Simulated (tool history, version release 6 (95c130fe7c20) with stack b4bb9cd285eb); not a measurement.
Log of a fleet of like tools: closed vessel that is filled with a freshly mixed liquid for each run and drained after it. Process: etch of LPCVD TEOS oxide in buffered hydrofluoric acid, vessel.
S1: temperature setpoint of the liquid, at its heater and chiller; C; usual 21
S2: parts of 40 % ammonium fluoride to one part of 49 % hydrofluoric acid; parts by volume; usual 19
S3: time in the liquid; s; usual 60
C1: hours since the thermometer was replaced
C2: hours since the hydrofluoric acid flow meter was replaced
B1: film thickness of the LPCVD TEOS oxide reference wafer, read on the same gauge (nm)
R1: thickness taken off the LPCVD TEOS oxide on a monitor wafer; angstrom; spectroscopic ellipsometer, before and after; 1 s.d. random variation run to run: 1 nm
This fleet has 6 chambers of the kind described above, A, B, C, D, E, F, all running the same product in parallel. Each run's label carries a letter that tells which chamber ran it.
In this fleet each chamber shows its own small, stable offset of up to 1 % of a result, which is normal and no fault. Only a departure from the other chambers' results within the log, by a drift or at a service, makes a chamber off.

run 1A hour=5 | S1=21 S2=19 S3=60 | C1=1501.2 C2=958 | B1=140.01 | R1=1200.8
run 2E hour=8.8 | S1=21 S2=19 S3=60 | C1=1655.2 C2=914.7 | B1=140.04 | R1=1181.4
run 3B hour=13.6 | S1=21 S2=19 S3=60 | C1=1411.5 C2=895.6 | B1=139.97 | R1=1188.5
run 4C hour=19.3 | S1=21 S2=19 S3=60 | C1=523.3 C2=1182.9 | B1=139.99 | R1=1189.9
run 5F hour=22.7 | S1=21 S2=23.5 S3=60 | C1=556.5 C2=2316.4 | B1=140 | R1=1025.8
run 6D hour=25.5 | S1=21 S2=23.5 S3=60 | C1=1159.7 C2=1730.6 | B1=140.01 | R1=1011.3
run 7C hour=31.1 | S1=21 S2=23.5 S3=60 | C1=535.1 C2=1194.7 | B1=140.02 | R1=1028.2
run 8F hour=36.3 | S1=21 S2=23.5 S3=60 | C1=570.1 C2=2330 | B1=140 | R1=1023.9
run 9D hour=42.5 | S1=21 S2=23.5 S3=60 | C1=1176.7 C2=1747.6 | B1=139.97 | R1=1023.2
run 10B hour=47.4 | S1=21 S2=23.5 S3=60 | C1=1445.3 C2=929.4 | B1=140.02 | R1=1010.7
run 11A hour=52.6 | S1=21 S2=19 S3=60 | C1=1548.8 C2=1005.6 | B1=139.97 | R1=1200
run 12E hour=59 | S1=21 S2=19 S3=60 | C1=1705.4 C2=964.9 | B1=140 | R1=1193.7
-- hour=59.5 chamber F: thermometer replaced
run 13F hour=62.8 | S1=21 S2=19 S3=60 | C1=3.4 C2=2356.5 | B1=140 | R1=1182.6
run 14A hour=68.1 | S1=21 S2=19 S3=60 | C1=1564.3 C2=1021.1 | B1=139.99 | R1=1186.6
run 15D hour=71.8 | S1=21 S2=19 S3=60 | C1=1206 C2=1776.9 | B1=140.01 | R1=1196.5
run 16B hour=75.3 | S1=21 S2=19 S3=60 | C1=1473.2 C2=957.3 | B1=140.01 | R1=1203
run 17C hour=81.5 | S1=21 S2=19 S3=60 | C1=585.5 C2=1245.1 | B1=139.97 | R1=1198.9
run 18E hour=84.7 | S1=21 S2=19 S3=60 | C1=1731.1 C2=990.6 | B1=139.98 | R1=1176.2
run 19B hour=90.4 | S1=21 S2=19 S3=60 | C1=1488.3 C2=972.4 | B1=140.04 | R1=1192.5
-- hour=94.2 chamber F: hydrofluoric acid flow meter replaced
run 20C hour=95 | S1=21 S2=19 S3=60 | C1=599 C2=1258.6 | B1=140.02 | R1=1204.5
run 21E hour=99.1 | S1=21 S2=19 S3=60 | C1=1745.5 C2=1005 | B1=139.98 | R1=1167.1
-- hour=103.7 chamber E: hydrofluoric acid flow meter replaced
run 22D hour=105 | S1=21 S2=19 S3=60 | C1=1239.2 C2=1810.1 | B1=140.02 | R1=1199.1
run 23A hour=110 | S1=24.5 S2=19 S3=70 | C1=1606.2 C2=1063 | B1=140.02 | R1=1633.6
run 24F hour=114.2 | S1=24.5 S2=19 S3=70 | C1=54.8 C2=20 | B1=140.03 | R1=1685.2
run 25B hour=118.6 | S1=24.5 S2=19 S3=70 | C1=1516.5 C2=1000.6 | B1=140.02 | R1=1663.6
run 26A hour=124.9 | S1=24.5 S2=19 S3=70 | C1=1621.1 C2=1077.9 | B1=139.99 | R1=1593.2
run 27F hour=128.8 | S1=24.5 S2=19 S3=70 | C1=69.4 C2=34.6 | B1=140.03 | R1=1674.6
run 28D hour=131.8 | S1=24.5 S2=19 S3=70 | C1=1266 C2=1836.9 | B1=140.02 | R1=1695.1
run 29E hour=137.3 | S1=21 S2=19 S3=60 | C1=1783.7 C2=33.7 | B1=140.02 | R1=1174.3
run 30C hour=143.2 | S1=21 S2=19 S3=60 | C1=647.2 C2=1306.8 | B1=139.97 | R1=1199.5
run 31F hour=148.6 | S1=21 S2=19 S3=60 | C1=89.2 C2=54.4 | B1=140.01 | R1=1200.1
run 32B hour=152.3 | S1=21 S2=19 S3=60 | C1=1550.2 C2=1034.3 | B1=140.02 | R1=1181
run 33C hour=158.4 | S1=21 S2=19 S3=60 | C1=662.4 C2=1322 | B1=139.99 | R1=1201.1
run 34E hour=164 | S1=21 S2=19 S3=60 | C1=1810.4 C2=60.4 | B1=140 | R1=1187.1
run 35D hour=166.9 | S1=21 S2=19 S3=60 | C1=1301.1 C2=1872 | B1=140.01 | R1=1189.9
run 36A hour=170.7 | S1=21 S2=19 S3=60 | C1=1666.9 C2=1123.7 | B1=139.99 | R1=1093.2
run 37E hour=175.6 | S1=21 S2=19 S3=60 | C1=1822 C2=72 | B1=139.98 | R1=1206.2
run 38D hour=180.7 | S1=21 S2=19 S3=60 | C1=1314.9 C2=1885.8 | B1=140.02 | R1=1170.8
run 39A hour=186.6 | S1=21 S2=19 S3=60 | C1=1682.8 C2=1139.6 | B1=139.98 | R1=1081.7
run 40F hour=192.5 | S1=21 S2=19 S3=60 | C1=133.1 C2=98.3 | B1=139.99 | R1=1197

Predict what each chamber gives when all 6 of them run the settings below next.
run 41A hour=197.1 | S1=21 S2=23.5 S3=60 | R1=?
run 41B hour=197.1 | S1=21 S2=23.5 S3=60 | R1=?
run 41C hour=197.1 | S1=21 S2=23.5 S3=60 | R1=?
run 41D hour=197.1 | S1=21 S2=23.5 S3=60 | R1=?
run 41E hour=197.1 | S1=21 S2=23.5 S3=60 | R1=?
run 41F hour=197.1 | S1=21 S2=23.5 S3=60 | R1=?

run=41A R1=904.45
run=41B R1=994.87
run=41C R1=1026.6
run=41D R1=1002.5
run=41E R1=1017.9
run=41F R1=1014.7
